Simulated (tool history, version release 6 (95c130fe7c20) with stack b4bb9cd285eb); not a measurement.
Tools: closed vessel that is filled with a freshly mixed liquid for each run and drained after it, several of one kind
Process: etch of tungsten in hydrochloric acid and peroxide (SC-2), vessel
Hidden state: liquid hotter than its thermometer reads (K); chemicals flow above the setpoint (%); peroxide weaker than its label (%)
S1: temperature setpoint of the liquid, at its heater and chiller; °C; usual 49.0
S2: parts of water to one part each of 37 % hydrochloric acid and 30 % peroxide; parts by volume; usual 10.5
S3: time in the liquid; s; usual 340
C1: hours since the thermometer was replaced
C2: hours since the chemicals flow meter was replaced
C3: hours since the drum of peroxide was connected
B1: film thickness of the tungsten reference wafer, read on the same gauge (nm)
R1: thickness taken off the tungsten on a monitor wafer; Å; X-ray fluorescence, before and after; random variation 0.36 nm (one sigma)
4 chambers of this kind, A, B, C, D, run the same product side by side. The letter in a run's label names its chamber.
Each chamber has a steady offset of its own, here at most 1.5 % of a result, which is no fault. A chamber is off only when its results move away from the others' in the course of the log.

run,hour,S1,S2,S3,C1,C2,C3,B1,R1
1B,12.3,49.0,10.5,340,612.1,993.9,257.0,130.01,565.91
2A,20.5,49.0,10.5,340,34.7,125.8,318.4,130.02,564.88
# hour 26.1: chamber D: thermometer replaced
3D,28.2,49.0,10.5,340,2.2,1551.6,782.1,129.99,561.66
4C,39.7,49.0,10.5,340,760.0,363.1,324.0,129.98,567.80
5A,49.5,49.0,10.5,340,63.7,154.8,347.4,129.98,561.69
6B,61.5,49.0,10.5,340,661.3,1043.1,306.2,129.97,565.77
7D,70.3,49.0,10.5,340,44.3,1593.7,824.2,130.02,561.21
8C,82.4,49.0,10.5,340,802.7,405.8,366.7,129.98,571.74
9B,89.0,49.0,10.5,340,688.8,1070.6,333.7,129.99,558.70
10D,95.2,49.0,10.5,340,69.2,1618.6,849.1,129.99,555.67
11A,105.8,49.0,10.5,340,120.0,211.1,403.7,130.00,562.05
# hour 117.7: chamber D: chemicals flow meter replaced
12C,117.9,49.0,10.5,340,838.2,441.3,402.2,130.03,565.44
13B,124.3,43.5,7.0,340,724.1,1105.9,369.0,130.01,538.46
14C,135.0,43.5,7.0,340,855.3,458.4,419.3,129.98,543.14
# hour 138.0: chamber D: new drum of peroxide connected
15A,143.4,43.5,7.0,340,157.6,248.7,441.3,129.99,537.42
16D,154.0,43.5,7.0,340,128.0,36.3,16.1,130.01,537.43
17B,163.9,49.0,10.5,340,763.7,1145.5,408.6,129.98,565.64
18A,170.9,49.0,10.5,340,185.1,276.2,468.8,130.01,562.89
19C,178.0,49.0,10.5,340,898.3,501.4,462.3,129.99,565.86
20D,190.0,49.0,10.5,340,164.0,72.3,52.1,129.99,570.74
21C,198.6,49.0,10.5,340,918.9,522.0,482.9,130.00,574.64
22D,206.4,49.0,10.5,340,180.4,88.7,68.5,130.01,565.21
23A,216.9,49.0,10.5,340,231.1,322.2,514.8,130.01,563.38
24B,228.9,49.0,10.5,340,828.7,1210.5,473.6,129.98,584.28
25C,234.7,49.0,10.5,340,955.0,558.1,519.0,130.00,571.11
26B,241.0,49.0,10.5,340,840.8,1222.6,485.7,129.98,582.88
27D,249.1,49.0,10.5,340,223.1,131.4,111.2,130.04,568.33
28A,256.7,45.5,10.5,275,270.9,362.0,554.6,130.03,357.23
29A,262.4,45.5,10.5,275,276.6,367.7,560.3,130.00,355.70
30C,272.4,45.5,10.5,275,992.7,595.8,556.7,130.02,364.18
31B,284.1,45.5,10.5,275,883.9,1265.7,528.8,130.00,379.01
32D,291.5,49.0,10.5,340,265.5,173.8,153.6,129.98,561.23
33C,300.2,49.0,15.0,510,1020.5,623.6,584.5,129.99,626.65
34D,307.8,49.0,15.0,510,281.8,190.1,169.9,130.01,626.29
35A,315.6,49.0,15.0,510,329.8,420.9,613.5,130.00,618.09
# hour 326.2: chamber A: chemicals flow meter replaced
36B,327.5,49.0,15.0,510,927.3,1309.1,572.2,130.04,676.59
37D,334.1,49.0,10.5,340,308.1,216.4,196.2,130.01,570.55
38A,343.9,49.0,10.5,340,358.1,17.8,641.8,130.00,563.14
39B,354.6,49.0,10.5,340,954.4,1336.2,599.3,129.99,607.95

What goes on in this fleet: one chamber off, a drifting gauge, or nothing beyond the chambers' own small offsets? Name the chamber and the cause, if any.

Chamber B drifts away from the others.
Cause: chemicals flow above the setpoint (%) = 11.6.
The log may not tell that from: liquid hotter than its thermometer reads (K).

Here are 4 candidates for chamber B's next run, each the usual settings with a change, their results left as question marks. Which one brings its results back in line with what the others give on the usual settings?
In line means no further than this from the other chambers' mean on the usual settings: R1 13.00 Å
40B-1,363.5,48.5,10.5,340,,,,,?
40B-2,363.5,48.5,10.5,325,,,,,?
40B-3,363.5,49.5,10.5,340,,,,,?
40B-4,363.5,49.0,10.0,355,,,,,?

The other chambers' mean on the usual settings: R1 564.43 Å
run,R1
40B-1,595.60
40B-2,569.32
40B-3,636.93
40B-4,669.66
40B-2 brings the chamber back in line.

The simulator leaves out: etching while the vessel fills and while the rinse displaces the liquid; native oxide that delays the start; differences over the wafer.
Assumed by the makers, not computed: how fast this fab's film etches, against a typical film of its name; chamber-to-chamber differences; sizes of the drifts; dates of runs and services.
